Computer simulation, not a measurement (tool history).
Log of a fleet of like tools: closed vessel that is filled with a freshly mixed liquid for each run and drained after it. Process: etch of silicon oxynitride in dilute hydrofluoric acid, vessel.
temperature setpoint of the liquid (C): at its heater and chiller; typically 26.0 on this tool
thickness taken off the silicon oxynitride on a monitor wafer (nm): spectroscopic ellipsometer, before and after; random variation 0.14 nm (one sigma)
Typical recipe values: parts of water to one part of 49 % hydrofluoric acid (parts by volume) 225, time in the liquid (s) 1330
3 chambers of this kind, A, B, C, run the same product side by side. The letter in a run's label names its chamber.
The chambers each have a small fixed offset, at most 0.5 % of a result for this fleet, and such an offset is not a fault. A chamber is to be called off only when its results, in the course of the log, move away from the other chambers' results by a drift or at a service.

run	day	temperature setpoint of the liquid (C)	parts of water to one part of 49 % hydrofluoric acid (parts by volume)	time in the liquid (s)	hours since the thermometer was replaced	hours since the hydrofluoric acid flow meter was replaced	read-back film thickness of the silicon oxynitride reference wafer, read on the same gauge (nm)	thickness taken off the silicon oxynitride on a monitor wafer (nm)
1B	0.367	26.0	225	1330	446.5	442.0	69.993	27.831
2A	0.558	26.0	225	1330	172.4	882.7	69.951	28.015
3C	0.946	26.0	225	1330	881.2	166.3	70.012	27.945
4C	1.271	26.0	225	1330	889.0	174.1	69.980	27.914
5B	1.446	22.0	280	1330	472.4	467.9	70.033	18.196
6A	1.650	22.0	280	1330	198.6	908.9	70.002	18.125
7B	1.829	22.0	280	1330	481.6	477.1	70.041	18.176
8A	2.042	26.0	225	1330	208.0	918.3	70.000	27.647
9C	2.412	26.0	225	1330	916.4	201.5	69.969	28.012
10B	2.817	26.0	225	1330	505.3	500.8	70.055	27.785
11C	3.129	26.0	225	1330	933.6	218.7	69.985	28.228
12A	3.321	26.0	225	1330	238.7	949.0	70.031	27.943
13C	3.496	26.0	225	1330	942.4	227.5	70.025	27.970
14A	3.833	26.0	225	1330	251.0	961.3	69.994	27.902
15B	4.233	26.0	225	1330	539.3	534.8	69.970	28.070
16C	4.450	28.5	225	1890	965.3	250.4	69.979	44.219
17A	4.708	28.5	225	1890	272.0	982.3	70.002	44.312
18B	4.992	28.5	225	1890	557.5	553.0	70.022	44.337
19C	5.300	22.5	225	1330	985.7	270.8	70.032	24.354
20A	5.500	22.5	225	1330	291.0	1001.3	70.011	23.933
21B	5.721	22.5	225	1330	575.0	570.5	70.005	23.767
22B	6.071	26.0	225	1330	583.4	578.9	70.006	27.985
23C	6.300	26.0	225	1330	1009.7	294.8	70.007	28.649
24A	6.567	26.0	225	1330	316.6	1026.9	69.995	27.674
25A	6.762	26.0	225	1330	321.3	1031.6	70.004	28.041
26B	7.021	26.0	225	1330	606.2	601.7	70.025	28.102
27C	7.379	26.0	225	1330	1035.6	320.7	70.040	28.611
28C	7.700	26.0	225	1330	1043.3	328.4	69.996	28.838
29B	7.933	26.0	225	1330	628.1	623.6	70.038	27.695
30A	8.342	21.0	225	1700	359.2	1069.5	70.001	28.433
31C	8.558	21.0	225	1700	1063.9	349.0	70.011	30.017
32B	8.758	21.0	225	1700	647.9	643.4	70.009	28.720
33A	8.938	26.0	225	1330	373.5	1083.8	69.994	27.637
34A	9.312	26.0	225	1330	382.5	1092.8	70.018	28.228
35C	9.492	26.0	225	1330	1086.3	371.4	70.025	29.519
36B	9.746	26.0	225	1330	671.6	667.1	70.043	28.147
37C	10.088	26.0	260	1330	1100.6	385.7	69.984	24.917
38A	10.396	26.0	260	1330	408.5	1118.8	69.990	23.710
39B	10.588	26.0	260	1330	691.8	687.3	69.988	23.515
40A	10.783	30.5	225	1700	417.8	1128.1	69.984	43.039
41C	10.983	30.5	225	1700	1122.1	407.2	70.020	46.106
42B	11.333	30.5	225	1700	709.7	705.2	69.992	42.986

The same settings go to every chamber for the next run, one line per chamber below. Forecast the results for each:
43A	11.625	22.5	225	1330				?
43B	11.625	22.5	225	1330				?
43C	11.625	22.5	225	1330				?

run	thickness taken off the silicon oxynitride on a monitor wafer (nm)
43A	24.066
43B	23.946
43C	25.656
